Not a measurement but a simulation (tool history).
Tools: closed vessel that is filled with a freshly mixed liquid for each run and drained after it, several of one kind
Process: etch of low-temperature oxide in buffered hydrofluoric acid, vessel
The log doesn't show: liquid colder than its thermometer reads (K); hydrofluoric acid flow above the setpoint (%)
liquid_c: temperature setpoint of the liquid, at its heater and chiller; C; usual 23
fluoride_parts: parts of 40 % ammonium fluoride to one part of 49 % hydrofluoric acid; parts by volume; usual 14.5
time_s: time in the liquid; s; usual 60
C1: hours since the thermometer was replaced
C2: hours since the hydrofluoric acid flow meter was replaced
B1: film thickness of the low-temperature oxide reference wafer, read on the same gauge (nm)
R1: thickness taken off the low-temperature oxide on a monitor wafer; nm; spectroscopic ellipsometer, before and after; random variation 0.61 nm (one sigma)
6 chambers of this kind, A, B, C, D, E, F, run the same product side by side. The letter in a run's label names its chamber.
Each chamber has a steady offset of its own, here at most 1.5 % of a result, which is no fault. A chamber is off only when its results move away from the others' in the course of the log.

Run 1B, hour 14.5: usual settings; C1 885.1; C2 217.8; B1 30.030. Result: R1 130.060 nm.
Run 2D, hour 21.5: usual settings; C1 1291.8; C2 80.7; B1 29.997. Result: R1 129.360 nm.
Run 3C, hour 32.1: usual settings; C1 371.1; C2 164.2; B1 29.997. Result: R1 129.860 nm.
Run 4E, hour 39.9: usual settings; C1 1715.9; C2 1448.7; B1 30.014. Result: R1 128.520 nm.
Run 5A, hour 51.7: usual settings but fluoride_parts 18.5 parts by volume, time_s 30 s; C1 405.6; C2 1372.4; B1 30.026. Result: R1 51.660 nm.
Run 6F, hour 66.7: usual settings but fluoride_parts 18.5 parts by volume, time_s 30 s; C1 1091.0; C2 484.6; B1 30.010. Result: R1 50.474 nm.
Run 7C, hour 79.4: usual settings but fluoride_parts 18.5 parts by volume, time_s 30 s; C1 418.4; C2 211.5; B1 30.020. Result: R1 50.760 nm.
Run 8B, hour 88.0: usual settings but fluoride_parts 18.5 parts by volume, time_s 30 s; C1 958.6; C2 291.3; B1 30.005. Result: R1 51.031 nm.
Run 9D, hour 102.9: usual settings but fluoride_parts 18.5 parts by volume, time_s 30 s; C1 1373.2; C2 162.1; B1 30.040. Result: R1 50.516 nm.
Run 10A, hour 118.4: usual settings but fluoride_parts 18.5 parts by volume, time_s 30 s; C1 472.3; C2 1439.1; B1 30.010. Result: R1 51.962 nm.
Run 11E, hour 131.3: usual settings; C1 1807.3; C2 1540.1; B1 30.002. Result: R1 130.060 nm.
Run 12F, hour 139.8: usual settings but liquid_c 20 C, fluoride_parts 18.0 parts by volume; C1 1164.1; C2 557.7; B1 30.007. Result: R1 88.307 nm.
Run 13D, hour 146.8: usual settings but liquid_c 20 C, fluoride_parts 18.0 parts by volume; C1 1417.1; C2 206.0; B1 30.005. Result: R1 88.870 nm.
Run 14A, hour 155.7: usual settings but liquid_c 20 C, fluoride_parts 18.0 parts by volume; C1 509.6; C2 1476.4; B1 29.976. Result: R1 90.416 nm.
Run 15B, hour 164.1: usual settings but liquid_c 20 C, fluoride_parts 18.0 parts by volume; C1 1034.7; C2 367.4; B1 29.964. Result: R1 89.531 nm.
Run 16C, hour 170.9: usual settings but liquid_c 20 C, fluoride_parts 18.0 parts by volume; C1 509.9; C2 303.0; B1 30.000. Result: R1 89.579 nm.
Run 17F, hour 182.0: usual settings but liquid_c 20 C, fluoride_parts 18.0 parts by volume; C1 1206.3; C2 599.9; B1 30.003. Result: R1 88.011 nm.
At hour 192.7: chamber E: hydrofluoric acid flow meter replaced.
Run 18E, hour 195.0: usual settings; C1 1871.0; C2 2.3; B1 29.994. Result: R1 128.850 nm.
Run 19D, hour 203.8: usual settings; C1 1474.1; C2 263.0; B1 30.008. Result: R1 129.230 nm.
Run 20C, hour 213.8: usual settings; C1 552.8; C2 345.9; B1 30.016. Result: R1 131.180 nm.
At hour 215.3: chamber F: hydrofluoric acid flow meter replaced.
Run 21F, hour 228.3: usual settings; C1 1252.6; C2 13.1; B1 29.990. Result: R1 129.910 nm.
Run 22A, hour 243.5: usual settings; C1 597.4; C2 1564.2; B1 30.000. Result: R1 133.490 nm.
Run 23B, hour 255.7: usual settings; C1 1126.3; C2 459.0; B1 29.997. Result: R1 130.390 nm.
Run 24E, hour 267.9: usual settings; C1 1943.9; C2 75.2; B1 29.995. Result: R1 128.750 nm.
At hour 278.9: chamber D: thermometer replaced.
Run 25F, hour 282.1: usual settings; C1 1306.4; C2 66.9; B1 30.004. Result: R1 129.500 nm.
Run 26D, hour 297.3: usual settings; C1 18.4; C2 356.5; B1 30.015. Result: R1 129.880 nm.
Run 27E, hour 310.0: usual settings; C1 1986.0; C2 117.3; B1 30.013. Result: R1 128.330 nm.
Run 28B, hour 317.0: usual settings; C1 1187.6; C2 520.3; B1 30.007. Result: R1 131.410 nm.
Run 29A, hour 324.0: usual settings; C1 677.9; C2 1644.7; B1 30.022. Result: R1 135.780 nm.
Run 30C, hour 335.7: usual settings; C1 674.7; C2 467.8; B1 30.002. Result: R1 129.840 nm.
Run 31E, hour 342.5: usual settings; C1 2018.5; C2 149.8; B1 30.008. Result: R1 128.530 nm.
Run 32A, hour 354.6: usual settings; C1 708.5; C2 1675.3; B1 30.001. Result: R1 136.750 nm.
Run 33C, hour 369.1: usual settings but time_s 70 s; C1 708.1; C2 501.2; B1 30.018. Result: R1 151.380 nm.
Run 34B, hour 376.3: usual settings but time_s 70 s; C1 1246.9; C2 579.6; B1 29.989. Result: R1 151.820 nm.
Run 35D, hour 387.6: usual settings but time_s 70 s; C1 108.7; C2 446.8; B1 29.994. Result: R1 150.790 nm.
Run 36F, hour 397.6: usual settings but time_s 70 s; C1 1421.9; C2 182.4; B1 30.007. Result: R1 151.250 nm.
Run 37C, hour 408.8: usual settings but time_s 70 s; C1 747.8; C2 540.9; B1 29.978. Result: R1 150.890 nm.

What goes on in this fleet: one chamber off, a drifting gauge, or nothing beyond the chambers' own small offsets? Name the chamber and the cause, if any.

Chamber A drifts away from the others.
Cause: hydrofluoric acid flow above the setpoint (%) = 5.34.
The log may not tell that from: liquid hotter than its thermometer reads (K).

Here are 4 candidates for chamber A's next run, each the usual settings with a change, their results left as question marks. Which one brings its results back in line with what the others give on the usual settings?
In line means no further than this from the other chambers' mean on the usual settings: R1 2.100 nm
Run 38A-1, hour 420.0: usual settings but liquid_c 22.0 C. Result: R1 ?.
Run 38A-2, hour 420.0: usual settings but liquid_c 23.5 C, fluoride_parts 14.0 parts by volume. Result: R1 ?.
Run 38A-3, hour 420.0: usual settings but liquid_c 22.5 C. Result: R1 ?.
Run 38A-4, hour 420.0: usual settings but liquid_c 23.5 C. Result: R1 ?.

The other chambers' mean on the usual settings: R1 129.380 nm
  run       R1
38A-1  129.470
38A-2  145.210
38A-3  133.020
38A-4  140.380
38A-1 brings the chamber back in line.
